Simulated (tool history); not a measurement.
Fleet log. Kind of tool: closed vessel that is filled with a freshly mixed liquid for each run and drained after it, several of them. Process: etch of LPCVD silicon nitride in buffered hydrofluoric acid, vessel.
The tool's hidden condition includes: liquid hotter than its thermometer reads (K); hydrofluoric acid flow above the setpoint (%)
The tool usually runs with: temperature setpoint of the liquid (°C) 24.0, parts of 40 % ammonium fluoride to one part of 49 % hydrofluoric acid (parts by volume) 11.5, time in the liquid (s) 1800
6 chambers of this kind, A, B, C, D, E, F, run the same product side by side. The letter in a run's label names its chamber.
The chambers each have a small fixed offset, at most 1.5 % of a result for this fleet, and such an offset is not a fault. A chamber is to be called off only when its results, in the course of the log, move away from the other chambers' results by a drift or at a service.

run   hour  temperature setpoint of the liquid (°C)  parts of 40 % ammonium fluoride to one part of 49 % hydrofluoric acid (parts by volume)  time in the liquid (s)  hours since the thermometer was replaced  hours since the hydrofluoric acid flow meter was replaced  read-back film thickness of the LPCVD silicon nitride reference wafer, read on the same gauge (nm)  thickness taken off the LPCVD silicon nitride on a monitor wafer (Å)
 1B    6.0                                     24.0                                                                                     11.5                    1800                                    1185.5                                                       40.7                                                                                              39.981                                                                217.34
 2D   10.2                                     24.0                                                                                     11.5                    1800                                    1210.1                                                      246.1                                                                                              39.991                                                                218.96
 3C   16.3                                     24.0                                                                                     11.5                    1800                                    1049.6                                                       20.5                                                                                              39.986                                                                219.08
 4F   25.7                                     24.0                                                                                     11.5                    1800                                     885.1                                                      246.6                                                                                              39.995                                                                220.97
 5E   33.4                                     24.0                                                                                     11.5                    1800                                     535.5                                                      146.9                                                                                              40.015                                                                219.22
 6A   41.8                                     24.0                                                                                     11.5                    1800                                    2026.7                                                      520.1                                                                                              40.005                                                                220.03
 7C   48.0                                     24.0                                                                                     11.5                    1800                                    1081.3                                                       52.2                                                                                              39.995                                                                219.63
 8E   53.2                                     24.0                                                                                     11.5                    1800                                     555.3                                                      166.7                                                                                              39.974                                                                221.55
      56.3  -- chamber E: thermometer replaced
 9B   58.5                                     24.0                                                                                     11.5                    1800                                    1238.0                                                       93.2                                                                                              40.004                                                                215.86
10F   64.5                                     24.0                                                                                     11.5                    1800                                     923.9                                                      285.4                                                                                              40.004                                                                221.25
11A   72.9                                     24.0                                                                                     11.5                    1800                                    2057.8                                                      551.2                                                                                              40.000                                                                220.07
12D   81.9                                     28.5                                                                                     11.5                    1800                                    1281.8                                                      317.8                                                                                              40.002                                                                280.50
13B   87.8                                     28.5                                                                                     11.5                    1800                                    1267.3                                                      122.5                                                                                              39.995                                                                276.78
14C   96.4                                     28.5                                                                                     11.5                    1800                                    1129.7                                                      100.6                                                                                              39.999                                                                278.92
15D  101.0                                     28.5                                                                                     11.5                    1800                                    1300.9                                                      336.9                                                                                              39.991                                                                280.07
16F  108.5                                     28.5                                                                                     11.5                    1800                                     967.9                                                      329.4                                                                                              40.007                                                                282.13
17E  113.8                                     28.5                                                                                     11.5                    1800                                      57.5                                                      227.3                                                                                              39.993                                                                281.82
18A  122.1                                     24.0                                                                                     11.5                    1800                                    2107.0                                                      600.4                                                                                              40.008                                                                221.30
19D  126.3                                     24.0                                                                                     11.5                    1800                                    1326.2                                                      362.2                                                                                              39.969                                                                218.49
20A  131.8                                     24.0                                                                                     11.5                    1800                                    2116.7                                                      610.1                                                                                              39.980                                                                223.65
21E  135.9                                     20.5                                                                                     11.5                    1800                                      79.6                                                      249.4                                                                                              39.996                                                                180.92
22C  145.0                                     20.5                                                                                     11.5                    1800                                    1178.3                                                      149.2                                                                                              39.998                                                                181.79
23B  150.8                                     20.5                                                                                     11.5                    1800                                    1330.3                                                      185.5                                                                                              39.997                                                                179.10
24F  160.2                                     20.5                                                                                     11.5                    1800                                    1019.6                                                      381.1                                                                                              40.024                                                                182.51
25E  168.3                                     20.5                                                                                     11.5                    1800                                     112.0                                                      281.8                                                                                              39.992                                                                180.18
26C  175.4                                     20.5                                                                                     11.5                    1800                                    1208.7                                                      179.6                                                                                              39.953                                                                181.28
27A  181.6                                     24.0                                                                                     15.5                    2765                                    2166.5                                                      659.9                                                                                              40.008                                                                258.55
28B  188.1                                     24.0                                                                                     15.5                    2765                                    1367.6                                                      222.8                                                                                              40.014                                                                251.05
29F  197.6                                     24.0                                                                                     15.5                    2765                                    1057.0                                                      418.5                                                                                              40.018                                                                252.42
30D  206.6                                     24.0                                                                                     15.5                    2765                                    1406.5                                                      442.5                                                                                              40.013                                                                251.98
31A  211.4                                     24.0                                                                                     15.5                    2765                                    2196.3                                                      689.7                                                                                              40.009                                                                262.56
     213.8  -- chamber D: hydrofluoric acid flow meter replaced
32E  216.4                                     24.0                                                                                     15.5                    2765                                     160.1                                                      329.9                                                                                              39.991                                                                252.92
33C  222.0                                     24.0                                                                                     11.5                    1800                                    1255.3                                                      226.2                                                                                              39.978                                                                219.40
34F  227.0                                     24.0                                                                                     11.5                    1800                                    1086.4                                                      447.9                                                                                              40.007                                                                219.58
35D  235.2                                     20.5                                                                                     11.5                    1800                                    1435.1                                                       21.4                                                                                              40.001                                                                180.49
36B  242.5                                     20.5                                                                                     11.5                    1800                                    1422.0                                                      277.2                                                                                              40.001                                                                178.50
37F  247.1                                     20.5                                                                                     11.5                    1800                                    1106.5                                                      468.0                                                                                              40.009                                                                180.99

Is one chamber out of step, is the gauge drifting, or do the chambers differ by no more than their own small offsets? For an off chamber, give its letter and the likeliest cause.

Chamber A drifts away from the others.
Most likely cause: hydrofluoric acid flow above the setpoint (%) = 6.12.
Not necessarily distinguishable in this log from: liquid hotter than its thermometer reads (K).

Chamber A could run next with any of the 4 candidate recipes listed below; each alters the usual settings, and their results appear as question marks. Which one brings its results back in line with what the other chambers deliver on the usual settings?
Counts as in line when no further than this from what the other chambers average on the usual settings: thickness taken off the LPCVD silicon nitride on a monitor wafer (Å) 3.80
38A-1  253.9                                     24.0                                                                                     12.0                    1680                                                                                                                                                                                                                                                                              ?
38A-2  253.9                                     24.0                                                                                     11.5                    1710                                                                                                                                                                                                                                                                              ?
38A-3  253.9                                     24.0                                                                                     11.5                    1895                                                                                                                                                                                                                                                                              ?
38A-4  253.9                                     24.0                                                                                     11.0                    1910                                                                                                                                                                                                                                                                              ?

On the usual settings, the other chambers give on average: thickness taken off the LPCVD silicon nitride on a monitor wafer (Å) 219.32
  run  thickness taken off the LPCVD silicon nitride on a monitor wafer (Å)
38A-1                                                                206.74
38A-2                                                                219.48
38A-3                                                                243.22
38A-4                                                                256.13
38A-2 is the one that brings the chamber's results back in line with the other chambers.

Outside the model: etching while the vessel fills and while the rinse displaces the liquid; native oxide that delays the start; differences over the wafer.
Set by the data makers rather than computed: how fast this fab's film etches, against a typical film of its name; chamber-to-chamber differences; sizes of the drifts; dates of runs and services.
